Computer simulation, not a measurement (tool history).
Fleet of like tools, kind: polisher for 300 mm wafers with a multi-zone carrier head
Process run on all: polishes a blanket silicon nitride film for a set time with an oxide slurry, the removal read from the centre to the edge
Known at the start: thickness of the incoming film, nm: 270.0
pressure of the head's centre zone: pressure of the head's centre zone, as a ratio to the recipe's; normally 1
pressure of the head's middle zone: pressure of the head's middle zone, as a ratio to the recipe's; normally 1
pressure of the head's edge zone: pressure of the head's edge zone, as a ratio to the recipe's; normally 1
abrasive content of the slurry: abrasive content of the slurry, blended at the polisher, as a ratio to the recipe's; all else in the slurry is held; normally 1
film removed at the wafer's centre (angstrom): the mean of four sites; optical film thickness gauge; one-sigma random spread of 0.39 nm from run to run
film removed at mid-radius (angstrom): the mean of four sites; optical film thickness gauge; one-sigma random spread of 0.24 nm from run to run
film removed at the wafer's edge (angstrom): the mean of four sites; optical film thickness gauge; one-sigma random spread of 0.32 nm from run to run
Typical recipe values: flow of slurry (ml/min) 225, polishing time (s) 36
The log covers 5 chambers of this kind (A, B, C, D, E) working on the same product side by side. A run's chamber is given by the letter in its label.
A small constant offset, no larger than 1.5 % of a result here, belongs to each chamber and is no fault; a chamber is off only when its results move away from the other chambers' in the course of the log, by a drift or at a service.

run,day,flow of slurry (ml/min),pressure of the head's centre zone,pressure of the head's middle zone,pressure of the head's edge zone,abrasive content of the slurry,polishing time (s),film removed at the wafer's centre (angstrom),film removed at mid-radius (angstrom),film removed at the wafer's edge (angstrom)
# day 0.067: chamber E: worn pad replaced by a new one
1B,0.267,225,1,1,1,1,36,301.37,308.76,306
2D,0.512,225,1,1,1,1,36,312.08,307.39,308.39
# day 0.571: chamber C: centre zone pressure recalibrated
# day 0.762: chamber A: edge zone pressure recalibrated
3A,0.908,225,1,1,1,1,36,299.48,314.56,312.61
4E,1.121,225,1,1,1,1,36,313.48,308.26,302.87
# day 1.133: chamber D: slurry nozzle cleaned
5C,1.321,150,1,1,1,1,36,291.53,287.8,300.87
6C,1.638,150,1,1,1,1,36,286.22,291.93,293.28
7E,1.85,150,1,1,1,1,36,279.61,289.14,284.42
# day 1.967: chamber C: worn pad replaced by a new one
8D,2.275,150,1,1,1,1,36,289.91,286.18,296.16
# day 2.321: chamber B: worn pad replaced by a new one
9B,2.471,150,1,1,1,1,36,291.5,285.63,292.57
# day 2.517: chamber D: worn pad replaced by a new one
# day 2.546: chamber E: worn pad replaced by a new one
# day 2.746: chamber B: edge zone pressure recalibrated
10A,2.746,225,1,1,1,1,36,301.99,311.9,312.28
11A,2.946,225,1,1,1,1,36,313.33,310.49,307.5
# day 3.262: chamber A: worn pad replaced by a new one
12E,3.3,225,1,1,1,1,36,308.61,308.92,310.28
13D,3.517,225,1,1,1,1,30,257.07,258.46,255.84
14C,3.721,225,1,1,1,1,30,257.13,257.65,257.96
15B,4.158,225,1,1,1,1,30,255.51,258.54,260.93
16C,4.396,225,1,1,1,1,30,262.18,259.54,262.42
# day 4.508: chamber C: worn pad replaced by a new one
17B,4.608,225,1,1,1,1,30,252.26,254.98,255.47
# day 4.883: chamber A: slurry nozzle cleaned
18A,4.983,225,1,1,1,1,36,307.74,310.63,309.11
# day 5.267: chamber E: worn pad replaced by a new one
19D,5.342,225,1,1,1,1,36,307.19,305.66,311.81
20E,5.767,225,1,1,1,1,36,304.06,305.29,309.41
# day 5.783: chamber B: worn pad replaced by a new one
21B,6.062,225,1,1,1,1,36,308.73,310.04,309.61
22C,6.442,225,1,1,1,1,36,310.27,303.43,309.22
23D,6.758,225,1,1,1,1,36,313.96,308.21,303.46
# day 6.838: chamber A: worn pad replaced by a new one
24A,6.967,225,1,1,1,1,36,315.88,312.28,308.52
# day 7.183: chamber C: worn pad replaced by a new one
25E,7.204,225,1,1.11,1,0.85,36,286.1,313.44,280.36
# day 7.275: chamber D: worn pad replaced by a new one
# day 7.442: chamber B: slurry nozzle cleaned
26B,7.488,225,1,1.11,1,0.85,36,285.58,313.18,285.13
27C,7.679,225,1,1.11,1,0.85,36,289.39,310.19,282.1
# day 7.733: chamber E: worn pad replaced by a new one
# day 7.783: chamber E: slurry nozzle cleaned
28D,7.942,225,1,1.11,1,0.85,36,292.77,312.31,283.74
29E,8.354,225,1,1.11,1,0.85,36,283.12,316.39,288.01
30A,8.571,225,1,1,1,1,36,298.88,311.57,302.66
31B,8.975,225,1,1,1,1,36,304.95,307.69,308.59
32D,9.367,225,1,1,1,1,36,316.16,303.72,305.09
# day 9.492: chamber B: worn pad replaced by a new one
33E,9.8,225,1,1,1,1,36,308.46,310.37,308.8
# day 9.804: chamber C: worn pad replaced by a new one
# day 10.075: chamber E: worn pad replaced by a new one
34C,10.217,225,1,1,1,1,36,313.85,305.58,309.18
35A,10.588,225,1,1,1,1,36,310.41,311.66,303.16
36D,11.004,225,1,1,1,1,36,306.07,307.27,306.68
# day 11.208: chamber A: worn pad replaced by a new one
37B,11.233,225,1,1,1,1,36,306.44,305.26,306.52
38E,11.588,225,1,1,1,1,36,316.07,311.92,307.75
39C,11.846,225,1,1,1,1,36,313.78,309.93,309.56
40A,12.079,225,1,1,1,1,36,307,311.72,312.29
41C,12.425,225,1,1,1,1,36,305.4,307.93,312.54
42E,12.646,225,1,1,1,1,36,309.28,312.42,306.3

For the next run the whole fleet of 5 chambers uses the same settings. Give each chamber's results:
43A,12.962,225,1,1,1,1,36,?,?,?
43B,12.962,225,1,1,1,1,36,?,?,?
43C,12.962,225,1,1,1,1,36,?,?,?
43D,12.962,225,1,1,1,1,36,?,?,?
43E,12.962,225,1,1,1,1,36,?,?,?

run,film removed at the wafer's centre (angstrom),film removed at mid-radius (angstrom),film removed at the wafer's edge (angstrom)
43A,301.66,312.59,304.9
43B,304.75,308.42,303.39
43C,307.98,310.8,306.34
43D,309.78,309.37,303.56
43E,312.71,311.39,305.01
